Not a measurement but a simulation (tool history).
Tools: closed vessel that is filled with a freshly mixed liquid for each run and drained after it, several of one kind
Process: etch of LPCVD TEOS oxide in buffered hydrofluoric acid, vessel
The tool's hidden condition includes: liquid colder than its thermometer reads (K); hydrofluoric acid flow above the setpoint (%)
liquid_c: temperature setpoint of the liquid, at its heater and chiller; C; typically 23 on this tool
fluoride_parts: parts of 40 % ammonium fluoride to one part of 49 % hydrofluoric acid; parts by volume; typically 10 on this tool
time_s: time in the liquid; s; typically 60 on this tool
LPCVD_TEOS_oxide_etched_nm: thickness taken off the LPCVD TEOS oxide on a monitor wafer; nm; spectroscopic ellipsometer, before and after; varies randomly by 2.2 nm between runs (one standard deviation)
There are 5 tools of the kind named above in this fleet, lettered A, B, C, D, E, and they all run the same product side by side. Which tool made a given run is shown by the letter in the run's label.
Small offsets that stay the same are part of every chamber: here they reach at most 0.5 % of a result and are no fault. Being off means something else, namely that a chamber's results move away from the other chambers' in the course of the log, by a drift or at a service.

run	hour	liquid_c	fluoride_parts	time_s	hours since the thermometer was replaced	hours since the hydrofluoric acid flow meter was replaced	read-back film thickness of the LPCVD TEOS oxide reference wafer, read on the same gauge (nm)	LPCVD_TEOS_oxide_etched_nm
1D	3.2	23	10	60	1094.4	1393	120	304.49
2E	9.9	23	10	60	997.2	33.9	120.02	304.4
3C	14.2	23	10	60	418.4	392.4	119.99	304.08
4A	21	23	10	60	1012.9	76.7	119.98	302.65
5B	27.5	23	10	60	146	2399.1	119.96	307.35
6E	31	23	10	60	1018.3	55	119.99	301.68
7C	37.9	23	10	60	442.1	416.1	120.02	305.02
8D	44.6	23	10	60	1135.8	1434.4	120.02	298.79
9B	50.4	23	10	60	168.9	2422	119.99	309.65
10A	56.5	23	10	60	1048.4	112.2	120	299.28
11B	63.2	23	10	60	181.7	2434.8	120.01	302.64
12D	69.2	23	10	60	1160.4	1459	119.98	304.02
13E	75.4	23	10	60	1062.7	99.4	119.99	302.48
14C	78.6	23	10	60	482.8	456.8	120	304.11
15A	83.7	23	8.5	60	1075.6	139.4	120.01	333.15
16A	90.7	23	8.5	60	1082.6	146.4	119.99	328.86
17E	94.9	23	8.5	60	1082.2	118.9	120	347.48
18B	99.9	23	8.5	60	218.4	2471.5	119.99	342.29
19C	106.5	23	8.5	60	510.7	484.7	120	343.97
20D	112.7	23	10	60	1203.9	1502.5	120	300.57
21A	116.9	23	10	60	1108.8	172.6	119.98	290.17
22C	120.2	23	12	40	524.4	498.4	120.02	169.35
23B	123.9	23	12	40	242.4	2495.5	120	169.09
24D	130.6	23	12	40	1221.8	1520.4	120.01	169.78
25E	136.9	23	12	40	1124.2	160.9	119.98	170.77
26D	143.3	23	12	40	1234.5	1533.1	119.98	166.91
27A	150.3	23	12	85	1142.2	206	120.01	338.07
28E	154.8	23	12	85	1142.1	178.8	119.99	355.07
29C	161.9	23	12	85	566.1	540.1	120	361.25
30B	167.2	23	12	85	285.7	2538.8	120	362.16
31D	174.5	23	12	85	1265.7	1564.3	120	359.43

Which is it: a chamber that has drifted or been left off by a service, a gauge drift common to all chambers, or only each chamber's usual small offset? If a chamber is off, name it and its likeliest cause.

It is chamber A that slowly wanders off from its peers.
Likeliest cause: liquid colder than its thermometer reads (K) = 1.35.
It could be hard to tell apart here from: hydrofluoric acid flow below the setpoint (%).

Here are 4 candidates for chamber A's next run, each the usual settings with a change, their results left as question marks. Which one brings its results back in line with what the others give on the usual settings?
In-line tolerance around the mean of the other chambers on the usual settings: LPCVD_TEOS_oxide_etched_nm 7.6 nm
32A-1	179.7	21.5	10	60				?
32A-2	179.7	22.5	10	60				?
32A-3	179.7	23	9.5	60				?
32A-4	179.7	23	10	65				?

Average result of the remaining chambers running the usual settings: LPCVD_TEOS_oxide_etched_nm 303.64 nm
run	LPCVD_TEOS_oxide_etched_nm
32A-1	260.1
32A-2	274.85
32A-3	291.72
32A-4	306.13
Change 32A-4 lands the chamber within the allowed miss of the other chambers.
